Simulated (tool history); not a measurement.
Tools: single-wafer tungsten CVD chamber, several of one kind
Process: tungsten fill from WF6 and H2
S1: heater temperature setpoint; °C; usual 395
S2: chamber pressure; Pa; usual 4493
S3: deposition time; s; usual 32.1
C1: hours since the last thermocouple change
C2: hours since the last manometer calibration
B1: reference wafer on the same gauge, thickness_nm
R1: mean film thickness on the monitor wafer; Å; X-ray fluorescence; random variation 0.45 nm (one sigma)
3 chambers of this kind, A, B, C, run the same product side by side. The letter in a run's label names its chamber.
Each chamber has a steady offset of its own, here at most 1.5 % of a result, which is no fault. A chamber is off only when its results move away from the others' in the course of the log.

run	hour	S1	S2	S3	C1	C2	B1	R1
1B	3.3	395	4493	32.1	200.1	724.6	94.767	896.85
2C	6.1	395	4493	32.1	672.8	1838.8	94.633	903.39
3A	9.2	395	4493	32.1	383.0	737.9	94.693	890.12
4A	11.6	395	4493	32.1	385.4	740.3	94.833	883.88
5C	15.4	395	4493	32.1	682.1	1848.1	94.802	901.78
6B	20.4	395	4493	32.1	217.2	741.7	94.726	899.41
7C	24.6	395	4493	32.1	691.3	1857.3	94.717	902.34
8A	26.8	395	4013	32.1	400.6	755.5	94.711	841.98
9B	29.2	395	4013	32.1	226.0	750.5	94.765	848.10
10C	34.1	395	4013	32.1	700.8	1866.8	94.619	851.50
11A	38.3	395	4493	32.1	412.1	767.0	94.655	891.88
12B	41.6	405	4493	26.0	238.4	762.9	94.673	866.17
13A	46.0	405	4493	26.0	419.8	774.7	94.773	856.67
14C	50.6	405	4493	26.0	717.3	1883.3	94.764	875.65
# hour 52.7: chamber C: capacitance manometer re-zeroed and calibrated
15B	52.8	395	4493	32.1	249.6	774.1	94.655	898.06
16B	57.0	395	4493	32.1	253.8	778.3	94.716	890.28
17A	61.6	395	4493	32.1	435.4	790.3	94.817	885.80
18C	65.5	395	4493	32.1	732.2	12.8	94.753	896.12
19C	67.8	395	4493	38.3	734.5	15.1	94.783	1070.90
20A	70.9	395	4493	38.3	444.7	799.6	94.784	1061.40

What goes on in this fleet: one chamber off, a drifting gauge, or nothing beyond the chambers' own small offsets? Name the chamber and the cause, if any.

No chamber stands off beyond its own small offset, and the gauge holds steady.
